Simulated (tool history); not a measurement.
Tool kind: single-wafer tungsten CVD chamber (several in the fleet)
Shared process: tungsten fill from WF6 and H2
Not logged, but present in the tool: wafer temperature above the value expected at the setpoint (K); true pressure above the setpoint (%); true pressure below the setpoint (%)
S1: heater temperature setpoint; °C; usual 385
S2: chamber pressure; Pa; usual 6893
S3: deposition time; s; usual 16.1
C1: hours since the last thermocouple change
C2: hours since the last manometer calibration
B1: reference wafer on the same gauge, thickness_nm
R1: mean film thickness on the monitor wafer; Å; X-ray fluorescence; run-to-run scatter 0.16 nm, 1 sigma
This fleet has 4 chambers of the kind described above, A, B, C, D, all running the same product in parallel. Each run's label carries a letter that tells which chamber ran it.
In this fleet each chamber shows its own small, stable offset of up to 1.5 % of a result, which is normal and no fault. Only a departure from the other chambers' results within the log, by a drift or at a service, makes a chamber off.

run 1D hour=3.1 | S1=385 S2=6893 S3=16.1 | C1=690.3 C2=289.7 | B1=53.029 | R1=449.00
run 2C hour=6.9 | S1=385 S2=6893 S3=16.1 | C1=48.6 C2=839.1 | B1=52.984 | R1=445.72
run 3A hour=11.3 | S1=385 S2=6893 S3=16.1 | C1=125.7 C2=1170.6 | B1=53.002 | R1=452.48
run 4B hour=15.3 | S1=385 S2=6893 S3=16.1 | C1=848.9 C2=606.2 | B1=52.985 | R1=455.78
run 5D hour=20.7 | S1=385 S2=6893 S3=16.1 | C1=707.9 C2=307.3 | B1=52.988 | R1=448.41
run 6C hour=25.3 | S1=385 S2=6893 S3=16.1 | C1=67.0 C2=857.5 | B1=53.043 | R1=443.68
run 7B hour=28.8 | S1=385 S2=6893 S3=16.1 | C1=862.4 C2=619.7 | B1=52.967 | R1=456.21
run 8A hour=34.0 | S1=385 S2=6893 S3=16.1 | C1=148.4 C2=1193.3 | B1=53.031 | R1=452.07
run 9B hour=39.4 | S1=385 S2=6893 S3=16.1 | C1=873.0 C2=630.3 | B1=52.989 | R1=458.58
run 10C hour=42.5 | S1=385 S2=6893 S3=16.1 | C1=84.2 C2=874.7 | B1=52.976 | R1=445.29
run 11D hour=46.7 | S1=385 S2=6893 S3=16.1 | C1=733.9 C2=333.3 | B1=52.986 | R1=451.23
run 12A hour=52.5 | S1=385 S2=6893 S3=16.1 | C1=166.9 C2=1211.8 | B1=52.961 | R1=455.93
run 13A hour=56.7 | S1=385 S2=6893 S3=13.5 | C1=171.1 C2=1216.0 | B1=53.059 | R1=377.88
run 14C hour=60.0 | S1=385 S2=6893 S3=13.5 | C1=101.7 C2=892.2 | B1=52.995 | R1=370.73
run 15D hour=66.6 | S1=385 S2=6893 S3=13.5 | C1=753.8 C2=353.2 | B1=53.033 | R1=373.63
run 16B hour=69.8 | S1=385 S2=6893 S3=13.5 | C1=903.4 C2=660.7 | B1=52.995 | R1=381.52
run 17B hour=74.8 | S1=385 S2=6893 S3=16.1 | C1=908.4 C2=665.7 | B1=52.971 | R1=456.33
run 18A hour=81.8 | S1=385 S2=6893 S3=16.1 | C1=196.2 C2=1241.1 | B1=53.018 | R1=452.49
run 19C hour=85.0 | S1=385 S2=6893 S3=16.1 | C1=126.7 C2=917.2 | B1=53.004 | R1=445.04
run 20D hour=91.2 | S1=391 S2=6199 S3=16.1 | C1=778.4 C2=377.8 | B1=53.018 | R1=475.23
run 21C hour=97.0 | S1=391 S2=6199 S3=16.1 | C1=138.7 C2=929.2 | B1=52.982 | R1=474.22
run 22D hour=100.7 | S1=391 S2=6199 S3=16.1 | C1=787.9 C2=387.3 | B1=52.997 | R1=476.53
run 23B hour=106.3 | S1=391 S2=6199 S3=16.1 | C1=939.9 C2=697.2 | B1=53.049 | R1=487.81
run 24A hour=110.9 | S1=385 S2=6893 S3=16.1 | C1=225.3 C2=1270.2 | B1=53.011 | R1=450.47
run 25D hour=117.9 | S1=385 S2=6893 S3=16.1 | C1=805.1 C2=404.5 | B1=52.980 | R1=443.36
run 26A hour=121.3 | S1=385 S2=6893 S3=16.1 | C1=235.7 C2=1280.6 | B1=53.043 | R1=449.16
run 27C hour=127.9 | S1=385 S2=6893 S3=16.1 | C1=169.6 C2=960.1 | B1=53.040 | R1=443.57
run 28B hour=132.6 | S1=385 S2=6893 S3=16.1 | C1=966.2 C2=723.5 | B1=52.998 | R1=455.32
run 29B hour=137.9 | S1=385 S2=6893 S3=16.1 | C1=971.5 C2=728.8 | B1=52.975 | R1=455.29
run 30C hour=141.9 | S1=385 S2=6893 S3=16.1 | C1=183.6 C2=974.1 | B1=52.975 | R1=445.89
run 31D hour=147.9 | S1=385 S2=6893 S3=16.1 | C1=835.1 C2=434.5 | B1=53.044 | R1=442.01
run 32A hour=154.3 | S1=385 S2=6893 S3=16.1 | C1=268.7 C2=1313.6 | B1=52.984 | R1=452.97
run 33B hour=157.9 | S1=385 S2=6893 S3=16.1 | C1=991.5 C2=748.8 | B1=53.018 | R1=456.22
run 34C hour=164.2 | S1=385 S2=6893 S3=16.1 | C1=205.9 C2=996.4 | B1=53.050 | R1=442.75
run 35D hour=170.8 | S1=385 S2=6893 S3=16.1 | C1=858.0 C2=457.4 | B1=53.013 | R1=438.66

Is one chamber out of step, is the gauge drifting, or do the chambers differ by no more than their own small offsets? For an off chamber, give its letter and the likeliest cause.

It is chamber D that slowly wanders off from its peers.
Cause: true pressure below the setpoint (%) = 5.66.
It could be hard to tell apart here from: wafer temperature below the value expected at the setpoint (K).

Which of the 4 candidates below, each the usual settings with something changed and its results left as question marks, puts chamber D back in line with what the other chambers give on the usual settings?
Maximum distance from the other chambers' mean on the usual settings for a result to count as in line: R1 5.50 Å
run 36D-1 hour=175.9 | S1=385 S2=6853 S3=16.0 | R1=?
run 36D-2 hour=175.9 | S1=385 S2=7039 S3=16.1 | R1=?
run 36D-3 hour=175.9 | S1=385 S2=7359 S3=16.1 | R1=?
run 36D-4 hour=175.9 | S1=384 S2=6893 S3=15.9 | R1=?

The mean the other chambers reach with the usual settings: R1 451.25 Å
run=36D-1 R1=432.79
run=36D-2 R1=440.98
run=36D-3 R1=450.10
run=36D-4 R1=422.78
The answer is 36D-3, which returns the chamber to within the allowed miss of the others.

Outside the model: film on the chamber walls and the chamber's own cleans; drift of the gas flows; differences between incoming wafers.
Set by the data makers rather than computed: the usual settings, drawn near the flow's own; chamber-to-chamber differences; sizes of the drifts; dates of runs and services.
